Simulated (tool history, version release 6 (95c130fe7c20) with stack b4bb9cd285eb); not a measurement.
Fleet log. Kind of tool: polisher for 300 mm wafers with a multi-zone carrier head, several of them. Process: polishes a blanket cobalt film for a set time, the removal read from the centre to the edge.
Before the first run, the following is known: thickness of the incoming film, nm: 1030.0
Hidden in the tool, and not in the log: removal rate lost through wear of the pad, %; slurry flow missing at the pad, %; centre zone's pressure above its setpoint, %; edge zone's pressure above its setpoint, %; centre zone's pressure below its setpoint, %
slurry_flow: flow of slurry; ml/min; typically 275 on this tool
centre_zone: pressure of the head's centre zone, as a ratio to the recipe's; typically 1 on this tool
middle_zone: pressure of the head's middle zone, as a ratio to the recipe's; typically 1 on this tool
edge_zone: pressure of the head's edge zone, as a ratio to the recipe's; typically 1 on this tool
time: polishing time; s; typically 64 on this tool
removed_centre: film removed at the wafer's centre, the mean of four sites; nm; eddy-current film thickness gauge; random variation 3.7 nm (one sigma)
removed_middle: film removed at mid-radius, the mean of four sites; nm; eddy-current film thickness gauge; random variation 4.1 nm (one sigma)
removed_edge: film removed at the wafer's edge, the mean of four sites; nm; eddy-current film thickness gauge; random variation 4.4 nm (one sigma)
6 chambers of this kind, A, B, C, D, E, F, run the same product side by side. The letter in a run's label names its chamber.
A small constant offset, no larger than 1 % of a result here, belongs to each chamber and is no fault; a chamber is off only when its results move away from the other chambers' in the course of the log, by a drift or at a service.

run	hour	slurry_flow	centre_zone	middle_zone	edge_zone	time	wafers polished on this pad	hours since the slurry nozzle was cleaned	hours since the centre zone pressure was calibrated	hours since the edge zone pressure was calibrated	removed_centre	removed_middle	removed_edge
# hour 2.3: chamber B: edge zone pressure recalibrated
# hour 2.6: chamber E: worn pad replaced by a new one
1B	6.8	275	1	1	1	64	637	353.7	450.6	4.6	317.26	311.5	324.09
# hour 10.1: chamber C: worn pad replaced by a new one
2C	11.9	275	1	1	1	64	15	189.9	324.3	249.8	316.47	311.31	309.33
3F	18.8	275	1	1	1	64	1100	671.3	514.1	135.2	315.36	319.69	318.47
4A	24.7	275	1	1	1	64	262	290.9	443.6	1117.6	318.62	309.79	319.79
5E	34.5	275	1	1	1	64	258	339	35.8	471.6	318.6	318.56	311.33
# hour 37.9: chamber B: centre zone pressure recalibrated
6D	43.8	275	1	1	1	64	622	500.7	504.6	834.2	319.03	313.03	316.7
7B	49.6	275	1	1	1	64	983	396.5	11.7	47.4	319.56	310.43	313.17
# hour 53.7: chamber D: worn pad replaced by a new one
8F	60	275	1	1	1	64	1434	712.5	555.3	176.4	314.32	309.17	314.57
# hour 60.2: chamber B: slurry nozzle cleaned
# hour 64.9: chamber E: slurry nozzle cleaned
9A	68.2	275	1.05	1	0.88	64	615	334.4	487.1	1161.1	343.98	316.12	296.97
# hour 76.4: chamber F: worn pad replaced by a new one
10D	78.5	275	1.05	1	0.88	64	200	535.4	539.3	868.9	330.83	321.59	301.83
# hour 79.2: chamber A: worn pad replaced by a new one
# hour 82.7: chamber C: edge zone pressure recalibrated
11E	88.3	275	1.05	1	0.88	64	694	23.5	89.6	525.4	335.84	318.56	294.54
# hour 90.5: chamber C: worn pad replaced by a new one
# hour 93.4: chamber B: worn pad replaced by a new one
12C	95.3	275	1.05	1	0.88	64	39	273.3	407.7	12.7	337.31	306.62	286.62
13E	100.8	275	1.05	1	0.88	64	795	36	102.1	537.9	334.61	324.46	299.9
14A	108.5	275	1.05	1	0.88	64	237	374.7	527.4	1201.4	336.68	312.58	302.2
15B	117.7	275	1	1	1	64	197	57.5	79.8	115.5	319	315.26	312.43
# hour 120.2: chamber F: slurry nozzle cleaned
16C	125.8	235	1.04	1	1	64	286	303.8	438.2	43.2	326.26	312.32	309.36
# hour 130.9: chamber D: worn pad replaced by a new one
17D	132.5	235	1.04	1	1	64	13	589.4	593.3	922.9	326.1	315.55	310.18
18F	138.8	235	1.04	1	1	64	505	18.7	634.1	255.2	315.32	312.19	312.81
19D	150	235	1.04	1	1	64	155	606.9	610.8	940.4	326.88	307.24	319.86
# hour 153.6: chamber A: worn pad replaced by a new one
20C	160.4	235	1.04	1	1	64	566	338.4	472.8	77.8	320.32	312.31	306.35
21E	165.7	235	1.04	1	1	64	1320	100.9	167	602.8	322.39	308.39	311.85
# hour 172.6: chamber E: worn pad replaced by a new one
22A	175.4	325	1	1	1	79	176	441.6	594.3	1268.3	398.59	395.34	404.07
# hour 176.7: chamber D: slurry nozzle cleaned
23F	185	325	1	1	1	79	879	64.9	680.3	301.4	406.02	390.75	398.11
# hour 188.9: chamber C: worn pad replaced by a new one
24B	190.3	325	1	1	1	79	784	130.1	152.4	188.1	403.5	392.51	392.2
25E	199	325	1	1	1	79	214	134.2	200.3	636.1	392.74	401.53	388.66
26B	209.2	325	1	1	1	79	937	149	171.3	207	393.65	391.95	385.19
27A	217.4	325	1	1	1	79	516	483.6	636.3	1310.3	390.89	400.65	395.8
28C	223.9	275	1	0.89	1	53	283	401.9	536.3	141.3	260.4	231.09	258.69
# hour 226.1: chamber D: worn pad replaced by a new one
29D	229.6	275	1	0.89	1	53	29	53	690.4	1020	263.33	237.26	264.5
# hour 229.8: chamber A: centre zone pressure recalibrated
# hour 231: chamber A: worn pad replaced by a new one
# hour 232.7: chamber C: slurry nozzle cleaned
30F	234.5	275	1	0.89	1	53	1280	114.4	729.8	350.9	261.4	237	255.91
31B	241.8	275	1	0.89	1	53	1201	181.6	203.9	239.6	259.52	239.93	255.9
# hour 243.1: chamber F: worn pad replaced by a new one
32D	253.2	275	1	0.89	1	53	220	76.6	714	1043.6	262.23	235.25	262.54
# hour 253.7: chamber B: worn pad replaced by a new one
33A	262.5	275	1	0.89	1	53	255	528.7	32.8	1355.4	261.27	236.68	257.61
34E	270	275	1	1	1	64	788	205.2	271.3	707.1	314.93	316.68	317.84
# hour 273.8: chamber C: worn pad replaced by a new one
35C	278.4	275	1	1	1	64	37	45.8	590.8	195.8	318.03	318.38	312.05
36F	286.2	275	1	1	1	64	349	166.1	781.5	402.6	315.59	315.3	308.42
37B	295	275	1.08	1.08	1	64	334	234.8	257.1	292.8	346.6	338.95	317.69

Next, every chamber runs the same settings. What will each give?
38A	303.2	275	1	1.09	1	64					?	?	?
38B	303.2	275	1	1.09	1	64					?	?	?
38C	303.2	275	1	1.09	1	64					?	?	?
38D	303.2	275	1	1.09	1	64					?	?	?
38E	303.2	275	1	1.09	1	64					?	?	?
38F	303.2	275	1	1.09	1	64					?	?	?

run	removed_centre	removed_middle	removed_edge
38A	311.23	349.44	313.16
38B	323.04	333.2	315.46
38C	321.36	343.22	311.95
38D	316.86	348.45	325.67
38E	314.52	341.62	312.03
38F	313.44	336.44	309.14
